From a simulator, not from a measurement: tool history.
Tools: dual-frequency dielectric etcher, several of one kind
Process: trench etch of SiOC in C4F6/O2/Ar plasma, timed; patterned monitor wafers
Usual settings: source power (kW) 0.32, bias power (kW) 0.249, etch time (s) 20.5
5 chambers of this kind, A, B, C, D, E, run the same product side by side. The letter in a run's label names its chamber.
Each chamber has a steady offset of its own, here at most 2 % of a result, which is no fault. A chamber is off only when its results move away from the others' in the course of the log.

run,hour,source power (kW),bias power (kW),etch time (s),"read-back reference wafer on the same gauge, depth_nm",mean etch depth across the wafer (Å)
1B,5,0.32,0.249,20.5,38.391,434.58
2C,12.9,0.32,0.249,20.5,38.391,433.64
3A,19,0.32,0.249,20.5,38.382,426.54
4E,25.9,0.32,0.249,20.5,38.393,437.98
5D,34.2,0.32,0.249,20.5,38.423,434.35
# hour 38.1: chamber C: source power generator calibrated
6A,40.9,0.32,0.249,20.5,38.367,424.73
7B,45.8,0.32,0.249,20.5,38.398,433.76
8D,53.6,0.32,0.249,20.5,38.402,434.62
9C,62.1,0.32,0.249,20.5,38.391,434.58
10E,68.8,0.32,0.192,20.5,38.429,401.74
# hour 70.3: chamber C: wet clean of the chamber
11E,75.5,0.32,0.192,20.5,38.382,402.05
12D,81,0.32,0.192,20.5,38.403,396.76
13C,89,0.32,0.192,20.5,38.401,398.62
14B,96.4,0.32,0.192,20.5,38.386,397.71
15A,103.5,0.32,0.249,20.5,38.408,429.97
16B,110.4,0.32,0.249,20.5,38.406,433.57
17E,114.3,0.32,0.249,20.5,38.401,438.5
18C,121.6,0.32,0.249,20.5,38.373,433.02
19D,128.3,0.32,0.249,20.5,38.407,434.56
20A,136.3,0.26,0.249,20.5,38.417,393.79
21E,141.4,0.26,0.249,20.5,38.397,404.44
22D,149.9,0.26,0.249,20.5,38.405,401.88
23B,155.9,0.26,0.249,20.5,38.395,400.57
24A,163.8,0.26,0.249,20.5,38.376,394.84
25C,167.9,0.32,0.23,20.5,38.395,422.5
26A,171.8,0.32,0.23,20.5,38.401,415.3
27B,179.4,0.32,0.23,20.5,38.425,422.13
28C,185.9,0.32,0.23,20.5,38.398,420.65
29D,189.7,0.32,0.23,20.5,38.385,422.86
30E,196.4,0.38,0.274,20.5,38.403,481.97
31D,200.9,0.38,0.274,20.5,38.407,479.61

All 5 chambers run these settings next. Forecast each chamber's results:
32A,207,0.32,0.249,25.5,,?
32B,207,0.32,0.249,25.5,,?
32C,207,0.32,0.249,25.5,,?
32D,207,0.32,0.249,25.5,,?
32E,207,0.32,0.249,25.5,,?

run,mean etch depth across the wafer (Å)
32A,531.6
32B,539.55
32C,539.29
32D,539.41
32E,544.87
